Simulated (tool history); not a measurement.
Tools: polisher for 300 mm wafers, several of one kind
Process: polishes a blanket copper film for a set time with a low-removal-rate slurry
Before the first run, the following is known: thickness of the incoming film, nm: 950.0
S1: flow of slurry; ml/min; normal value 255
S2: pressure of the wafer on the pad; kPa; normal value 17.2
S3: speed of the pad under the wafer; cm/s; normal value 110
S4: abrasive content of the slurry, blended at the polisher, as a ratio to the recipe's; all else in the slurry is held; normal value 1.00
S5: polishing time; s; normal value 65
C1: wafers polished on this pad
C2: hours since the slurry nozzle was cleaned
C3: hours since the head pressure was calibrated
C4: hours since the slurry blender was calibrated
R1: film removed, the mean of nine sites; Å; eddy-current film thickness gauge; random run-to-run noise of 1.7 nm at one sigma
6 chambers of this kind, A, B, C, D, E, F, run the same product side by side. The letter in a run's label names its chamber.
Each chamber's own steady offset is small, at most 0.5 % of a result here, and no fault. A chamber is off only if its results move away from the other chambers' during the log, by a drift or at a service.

| run | hour | S1 | S2 | S3 | S4 | S5 | C1 | C2 | C3 | C4 | R1 |
|---|---|---|---|---|---|---|---|---|---|---|---|
| 1C | 3.7 | 255 | 17.2 | 110 | 1.00 | 65 | 290 | 343.6 | 223.9 | 235.5 | 2088.9 |
| 2F | 8.3 | 255 | 17.2 | 110 | 1.00 | 65 | 991 | 180.2 | 582.8 | 15.8 | 2044.3 |
|  | 9.2 | chamber B: worn pad replaced by a new one |
| 3B | 12.2 | 255 | 17.2 | 110 | 1.00 | 65 | 20 | 346.7 | 294.0 | 183.9 | 2104.6 |
|  | 16.2 | chamber E: slurry nozzle cleaned |
| 4E | 16.2 | 255 | 17.2 | 110 | 1.00 | 65 | 1223 | 0.1 | 941.5 | 19.2 | 2109.0 |
|  | 17.9 | chamber A: head pressure recalibrated |
| 5A | 23.1 | 255 | 17.2 | 110 | 1.00 | 65 | 511 | 449.6 | 5.2 | 208.4 | 2064.4 |
| 6D | 27.5 | 255 | 17.2 | 110 | 1.00 | 65 | 432 | 436.2 | 1024.1 | 76.4 | 2099.2 |
| 7B | 31.5 | 255 | 17.2 | 110 | 1.00 | 65 | 149 | 366.0 | 313.3 | 203.2 | 2100.6 |
|  | 36.1 | chamber A: worn pad replaced by a new one |
|  | 38.3 | chamber E: worn pad replaced by a new one |
| 8A | 38.6 | 255 | 17.2 | 110 | 1.00 | 65 | 17 | 465.1 | 20.7 | 223.9 | 2091.9 |
|  | 43.2 | chamber A: slurry nozzle cleaned |
| 9C | 44.5 | 255 | 17.2 | 110 | 1.00 | 65 | 563 | 384.4 | 264.7 | 276.3 | 2115.8 |
| 10F | 49.8 | 255 | 17.2 | 110 | 1.00 | 65 | 1269 | 221.7 | 624.3 | 57.3 | 2092.9 |
| 11D | 55.6 | 255 | 17.2 | 110 | 1.00 | 65 | 620 | 464.3 | 1052.2 | 104.5 | 2043.6 |
| 12E | 60.3 | 255 | 17.2 | 110 | 1.00 | 65 | 147 | 44.2 | 985.6 | 63.3 | 2104.9 |
| 13B | 66.0 | 255 | 17.2 | 110 | 1.00 | 65 | 380 | 400.5 | 347.8 | 237.7 | 2098.3 |
| 14A | 73.2 | 255 | 17.2 | 110 | 1.00 | 65 | 248 | 30.0 | 55.3 | 258.5 | 2073.3 |
|  | 74.9 | chamber F: worn pad replaced by a new one |
| 15D | 76.9 | 255 | 11.7 | 110 | 1.00 | 65 | 763 | 485.6 | 1073.5 | 125.8 | 1388.4 |
| 16F | 81.5 | 255 | 11.7 | 110 | 1.00 | 65 | 44 | 253.4 | 656.0 | 89.0 | 1400.3 |
| 17E | 87.9 | 255 | 11.7 | 110 | 1.00 | 65 | 331 | 71.8 | 1013.2 | 90.9 | 1426.4 |
| 18C | 93.0 | 255 | 11.7 | 110 | 1.00 | 65 | 887 | 432.9 | 313.2 | 324.8 | 1430.8 |
| 19C | 98.7 | 255 | 11.7 | 110 | 1.00 | 65 | 925 | 438.6 | 318.9 | 330.5 | 1427.5 |
| 20B | 104.8 | 255 | 11.7 | 110 | 1.00 | 65 | 640 | 439.3 | 386.6 | 276.5 | 1419.1 |
| 21D | 109.7 | 255 | 17.2 | 110 | 1.00 | 65 | 982 | 518.4 | 1106.3 | 158.6 | 1982.4 |
|  | 112.7 | chamber D: head pressure recalibrated |
| 22F | 114.2 | 255 | 17.2 | 110 | 1.00 | 65 | 263 | 286.1 | 688.7 | 121.7 | 2102.4 |
| 23E | 118.2 | 255 | 17.2 | 110 | 1.00 | 65 | 534 | 102.1 | 1043.5 | 121.2 | 2092.6 |
|  | 118.6 | chamber B: worn pad replaced by a new one |
|  | 121.2 | chamber C: slurry blender recalibrated |
| 24A | 123.0 | 255 | 17.2 | 110 | 1.00 | 65 | 581 | 79.8 | 105.1 | 308.3 | 2054.6 |
|  | 127.2 | chamber A: worn pad replaced by a new one |
| 25B | 127.3 | 255 | 17.2 | 110 | 1.00 | 65 | 58 | 461.8 | 409.1 | 299.0 | 2136.0 |
| 26A | 131.2 | 255 | 17.2 | 110 | 1.00 | 65 | 27 | 88.0 | 113.3 | 316.5 | 2104.1 |
| 27D | 135.3 | 200 | 17.2 | 110 | 1.00 | 65 | 1153 | 544.0 | 22.6 | 184.2 | 1917.8 |
|  | 138.7 | chamber C: worn pad replaced by a new one |
| 28E | 140.2 | 200 | 17.2 | 110 | 1.00 | 65 | 681 | 124.1 | 1065.5 | 143.2 | 2033.3 |
| 29F | 143.9 | 200 | 17.2 | 110 | 1.00 | 65 | 461 | 315.8 | 718.4 | 151.4 | 2040.3 |
| 30C | 149.7 | 200 | 17.2 | 110 | 1.00 | 65 | 74 | 489.6 | 369.9 | 28.5 | 2062.3 |
| 31F | 156.7 | 200 | 17.2 | 110 | 1.00 | 65 | 547 | 328.6 | 731.2 | 164.2 | 2026.2 |
| 32B | 161.8 | 200 | 17.2 | 110 | 1.00 | 65 | 289 | 496.3 | 443.6 | 333.5 | 2026.1 |
| 33E | 167.4 | 255 | 17.2 | 110 | 1.15 | 56 | 864 | 151.3 | 1092.7 | 170.4 | 1865.1 |
| 34A | 173.6 | 255 | 17.2 | 110 | 1.15 | 56 | 311 | 130.4 | 155.7 | 358.9 | 1876.9 |
| 35D | 177.2 | 255 | 17.2 | 110 | 1.15 | 56 | 1434 | 585.9 | 64.5 | 226.1 | 1692.9 |
| 36C | 182.6 | 255 | 17.2 | 110 | 1.15 | 56 | 294 | 522.5 | 402.8 | 61.4 | 1867.9 |
| 37F | 187.2 | 255 | 17.2 | 110 | 1.15 | 56 | 751 | 359.1 | 761.7 | 194.7 | 1880.1 |
| 38C | 193.4 | 255 | 17.2 | 110 | 1.15 | 56 | 366 | 533.3 | 413.6 | 72.2 | 1878.6 |

Does one chamber stand apart from the rest, does the shared gauge drift, or is all well apart from small per-chamber offsets? Give the chamber and the most likely cause, where there is one.

It is chamber D that slowly wanders off from its peers.
Likeliest cause: removal rate lost through wear of the pad, % = 9.09.
It could be hard to tell apart here from: abrasive missing from the slurry, %.

Which of the 4 candidates below, each the usual settings with something changed and its results left as question marks, puts chamber D back in line with what the other chambers give on the usual settings?
Allowed miss from the other chambers' usual-settings mean, per result, to count as in line: R1 61.0 Å
| 39D-1 | 198.6 | 255 | 17.2 | 112 | 1.00 | 66 |  |  |  |  | ? |
| 39D-2 | 198.6 | 255 | 17.2 | 100 | 1.00 | 65 |  |  |  |  | ? |
| 39D-3 | 198.6 | 255 | 17.2 | 110 | 1.00 | 63 |  |  |  |  | ? |
| 39D-4 | 198.6 | 255 | 17.9 | 114 | 1.00 | 67 |  |  |  |  | ? |

The mean the other chambers reach with the usual settings: R1 2094.9 Å
| run | R1 |
|---|---|
| 39D-1 | 1967.9 |
| 39D-2 | 1727.4 |
| 39D-3 | 1844.4 |
| 39D-4 | 2114.5 |
It is 39D-4 that realigns the chamber with its peers.
